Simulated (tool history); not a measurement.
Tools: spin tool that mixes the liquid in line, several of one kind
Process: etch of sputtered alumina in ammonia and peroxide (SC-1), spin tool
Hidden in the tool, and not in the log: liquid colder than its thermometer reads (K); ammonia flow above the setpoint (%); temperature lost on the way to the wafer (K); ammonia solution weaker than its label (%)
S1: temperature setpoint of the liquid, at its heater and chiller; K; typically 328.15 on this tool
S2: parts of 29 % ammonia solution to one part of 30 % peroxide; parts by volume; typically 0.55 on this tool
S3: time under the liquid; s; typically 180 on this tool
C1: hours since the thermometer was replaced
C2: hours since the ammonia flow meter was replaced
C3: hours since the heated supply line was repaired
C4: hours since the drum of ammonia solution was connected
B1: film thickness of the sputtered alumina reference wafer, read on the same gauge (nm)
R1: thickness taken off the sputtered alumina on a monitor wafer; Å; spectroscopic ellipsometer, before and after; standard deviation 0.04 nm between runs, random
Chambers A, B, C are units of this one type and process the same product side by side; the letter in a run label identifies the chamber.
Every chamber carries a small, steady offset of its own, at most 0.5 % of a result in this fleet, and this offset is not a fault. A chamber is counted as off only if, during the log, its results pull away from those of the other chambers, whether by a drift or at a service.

{"run": "1B", "hour": 7.6, "S1": 328.15, "S2": 0.55, "S3": 180, "C1": 890, "C2": 330.4, "C3": 2391, "C4": 624.9, "B1": 80.034, "R1": 91.124}
{"hour": 11.1, "done": "chamber A: new drum of ammonia solution connected"}
{"run": "2C", "hour": 21.5, "S1": 328.15, "S2": 0.55, "S3": 180, "C1": 1374.9, "C2": 42.3, "C3": 1489.5, "C4": 246, "B1": 80.014, "R1": 91.765}
{"run": "3A", "hour": 29.3, "S1": 328.15, "S2": 0.55, "S3": 180, "C1": 335.7, "C2": 1466.6, "C3": 1526.2, "C4": 18.2, "B1": 79.984, "R1": 92.132}
{"run": "4B", "hour": 38.2, "S1": 328.15, "S2": 0.55, "S3": 180, "C1": 920.6, "C2": 361, "C3": 2421.6, "C4": 655.5, "B1": 80.021, "R1": 92.348}
{"run": "5C", "hour": 47.9, "S1": 328.15, "S2": 0.55, "S3": 180, "C1": 1401.3, "C2": 68.7, "C3": 1515.9, "C4": 272.4, "B1": 80.01, "R1": 91.634}
{"run": "6A", "hour": 56.6, "S1": 328.15, "S2": 0.55, "S3": 180, "C1": 363, "C2": 1493.9, "C3": 1553.5, "C4": 45.5, "B1": 80.017, "R1": 91.922}
{"run": "7B", "hour": 64.0, "S1": 334.15, "S2": 0.55, "S3": 245, "C1": 946.4, "C2": 386.8, "C3": 2447.4, "C4": 681.3, "B1": 79.998, "R1": 171.72}
{"hour": 64.4, "done": "chamber B: new drum of ammonia solution connected"}
{"hour": 64.7, "done": "chamber B: thermometer replaced"}
{"run": "8A", "hour": 72.0, "S1": 334.15, "S2": 0.55, "S3": 245, "C1": 378.4, "C2": 1509.3, "C3": 1568.9, "C4": 60.9, "B1": 80, "R1": 171.48}
{"run": "9C", "hour": 85.8, "S1": 334.15, "S2": 0.55, "S3": 245, "C1": 1439.2, "C2": 106.6, "C3": 1553.8, "C4": 310.3, "B1": 80.013, "R1": 170.77}
{"run": "10C", "hour": 96.6, "S1": 328.15, "S2": 0.55, "S3": 180, "C1": 1450, "C2": 117.4, "C3": 1564.6, "C4": 321.1, "B1": 80.012, "R1": 91.883}
{"run": "11A", "hour": 104.9, "S1": 328.15, "S2": 0.55, "S3": 180, "C1": 411.3, "C2": 1542.2, "C3": 1601.8, "C4": 93.8, "B1": 80.016, "R1": 91.644}
{"hour": 106.3, "done": "chamber C: thermometer replaced"}
{"run": "12B", "hour": 117.8, "S1": 328.15, "S2": 0.55, "S3": 180, "C1": 53.1, "C2": 440.6, "C3": 2501.2, "C4": 53.5, "B1": 79.972, "R1": 91.8}
{"run": "13C", "hour": 125.3, "S1": 328.15, "S2": 0.55, "S3": 180, "C1": 19.1, "C2": 146.1, "C3": 1593.3, "C4": 349.8, "B1": 80, "R1": 92.371}
{"run": "14A", "hour": 138.6, "S1": 328.15, "S2": 0.55, "S3": 180, "C1": 445, "C2": 1575.9, "C3": 1635.5, "C4": 127.5, "B1": 79.983, "R1": 90.901}
{"run": "15B", "hour": 150.5, "S1": 328.15, "S2": 0.55, "S3": 180, "C1": 85.8, "C2": 473.3, "C3": 2533.9, "C4": 86.2, "B1": 79.994, "R1": 91.805}
{"run": "16C", "hour": 161.0, "S1": 328.15, "S2": 0.55, "S3": 180, "C1": 54.8, "C2": 181.8, "C3": 1629, "C4": 385.5, "B1": 79.988, "R1": 92.025}
{"run": "17B", "hour": 175.1, "S1": 328.15, "S2": 0.55, "S3": 180, "C1": 110.4, "C2": 497.9, "C3": 2558.5, "C4": 110.8, "B1": 80.016, "R1": 92.317}
{"run": "18A", "hour": 182.5, "S1": 328.15, "S2": 0.55, "S3": 180, "C1": 488.9, "C2": 1619.8, "C3": 1679.4, "C4": 171.4, "B1": 80.014, "R1": 89.237}
{"hour": 192.1, "done": "chamber A: ammonia flow meter replaced"}
{"run": "19C", "hour": 195.6, "S1": 328.15, "S2": 0.55, "S3": 180, "C1": 89.4, "C2": 216.4, "C3": 1663.6, "C4": 420.1, "B1": 80.002, "R1": 92.383}
{"run": "20A", "hour": 202.9, "S1": 328.15, "S2": 0.55, "S3": 180, "C1": 509.3, "C2": 10.9, "C3": 1699.8, "C4": 191.8, "B1": 79.996, "R1": 89.205}
{"run": "21B", "hour": 215.3, "S1": 333.15, "S2": 0.7, "S3": 180, "C1": 150.6, "C2": 538.1, "C3": 2598.7, "C4": 151, "B1": 80.016, "R1": 121.03}

The same settings go to every chamber for the next run, one line per chamber below. Forecast the results for each:
{"run": "22A", "hour": 226.6, "S1": 320.65, "S2": 0.55, "S3": 180, "R1": "?"}
{"run": "22B", "hour": 226.6, "S1": 320.65, "S2": 0.55, "S3": 180, "R1": "?"}
{"run": "22C", "hour": 226.6, "S1": 320.65, "S2": 0.55, "S3": 180, "R1": "?"}

run=22A R1=58.735
run=22B R1=61.288
run=22C R1=61.175

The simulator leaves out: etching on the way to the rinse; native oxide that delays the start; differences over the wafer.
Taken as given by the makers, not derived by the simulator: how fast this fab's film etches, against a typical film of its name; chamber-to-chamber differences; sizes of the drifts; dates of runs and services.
